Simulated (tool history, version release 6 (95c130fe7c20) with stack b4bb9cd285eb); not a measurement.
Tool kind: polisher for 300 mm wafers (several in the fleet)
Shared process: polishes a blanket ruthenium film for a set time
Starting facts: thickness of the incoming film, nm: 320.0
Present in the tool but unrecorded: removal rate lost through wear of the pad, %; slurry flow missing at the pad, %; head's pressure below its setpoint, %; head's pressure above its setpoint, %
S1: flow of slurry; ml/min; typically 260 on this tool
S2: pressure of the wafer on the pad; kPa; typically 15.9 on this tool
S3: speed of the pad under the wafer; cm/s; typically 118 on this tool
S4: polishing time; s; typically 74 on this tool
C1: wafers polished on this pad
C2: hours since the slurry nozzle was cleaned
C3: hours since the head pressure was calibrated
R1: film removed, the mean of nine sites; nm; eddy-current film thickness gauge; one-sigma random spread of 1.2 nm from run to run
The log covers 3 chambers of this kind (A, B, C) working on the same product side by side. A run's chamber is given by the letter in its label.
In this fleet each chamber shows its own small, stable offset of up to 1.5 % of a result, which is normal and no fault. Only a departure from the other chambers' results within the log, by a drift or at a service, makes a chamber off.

At hour 1.4: chamber C: worn pad replaced by a new one.
Run 1C, hour 10.2: usual settings; C1 51; C2 207.5; C3 156.3. Result: R1 120.65 nm.
At hour 12.4: chamber B: head pressure recalibrated.
Run 2B, hour 15.8: usual settings; C1 1065; C2 262.3; C3 3.5. Result: R1 119.96 nm.
Run 3A, hour 23.5: usual settings; C1 1091; C2 483.3; C3 523.2. Result: R1 122.29 nm.
Run 4C, hour 32.7: usual settings; C1 182; C2 230; C3 178.8. Result: R1 122.6 nm.
Run 5B, hour 44.4: usual settings; C1 1231; C2 290.9; C3 32.1. Result: R1 118.86 nm.
Run 6A, hour 50.2: usual settings; C1 1247; C2 510; C3 549.9. Result: R1 122.58 nm.
At hour 55.3: chamber A: worn pad replaced by a new one.
Run 7A, hour 56.2: usual settings but S2 11.7 kPa, S4 50 s; C1 5; C2 516; C3 555.9. Result: R1 61.327 nm.
Run 8B, hour 61.5: usual settings but S2 11.7 kPa, S4 50 s; C1 1331; C2 308; C3 49.2. Result: R1 60.384 nm.
Run 9C, hour 71.9: usual settings but S2 11.7 kPa, S4 50 s; C1 410; C2 269.2; C3 218. Result: R1 61.058 nm.
Run 10C, hour 80.7: usual settings; C1 462; C2 278; C3 226.8. Result: R1 122.37 nm.
At hour 82.2: chamber B: worn pad replaced by a new one.
Run 11A, hour 92.6: usual settings but S1 210 ml/min; C1 217; C2 552.4; C3 592.3. Result: R1 113.42 nm.
Run 12B, hour 98.9: usual settings but S1 210 ml/min; C1 97; C2 345.4; C3 86.6. Result: R1 118.25 nm.
Run 13C, hour 107.1: usual settings but S1 210 ml/min; C1 615; C2 304.4; C3 253.2. Result: R1 118.8 nm.
Run 14A, hour 112.6: usual settings; C1 334; C2 572.4; C3 612.3. Result: R1 114.58 nm.
Run 15B, hour 118.4: usual settings; C1 210; C2 364.9; C3 106.1. Result: R1 119.11 nm.
Run 16B, hour 124.1: usual settings; C1 244; C2 370.6; C3 111.8. Result: R1 119.3 nm.
Run 17A, hour 132.6: usual settings; C1 450; C2 592.4; C3 632.3. Result: R1 111.12 nm.
Run 18C, hour 142.7: usual settings; C1 823; C2 340; C3 288.8. Result: R1 120.36 nm.
At hour 143.3: chamber C: worn pad replaced by a new one.
Run 19C, hour 151.4: usual settings; C1 47; C2 348.7; C3 297.5. Result: R1 121.89 nm.
Run 20B, hour 159.6: usual settings; C1 450; C2 406.1; C3 147.3. Result: R1 122.15 nm.

Has any chamber moved away from the others, gradually or after a service, or does the common gauge drift, or do the chambers differ only by their own small steady offsets? State the chamber and the most likely cause if one applies.

One chamber, A, drifts off from the rest bit by bit.
Likeliest cause: head's pressure below its setpoint, % = 9.35.
With only this log, it may be confused with: removal rate lost through wear of the pad, %.

Below are 4 candidate recipes for chamber A's next run, each the usual settings with a change, their results shown as question marks. Which of them brings A's results back in line with what the other chambers give on the usual settings?
In-line tolerance around the mean of the other chambers on the usual settings: R1 4.2 nm
Run 21A-1, hour 168.2: usual settings but S2 15.2 kPa, S3 114 cm/s, S4 72 s. Result: R1 ?.
Run 21A-2, hour 168.2: usual settings but S2 15.2 kPa, S3 110 cm/s, S4 69 s. Result: R1 ?.
Run 21A-3, hour 168.2: usual settings but S3 128 cm/s. Result: R1 ?.
Run 21A-4, hour 168.2: usual settings but S4 89 s. Result: R1 ?.

On the usual settings, the other chambers give on average: R1 120.9 nm
  run      R1
21A-1  98.835
21A-2  91.342
21A-3  119.48
21A-4  132.31
Change 21A-3 lands the chamber within the allowed miss of the other chambers.
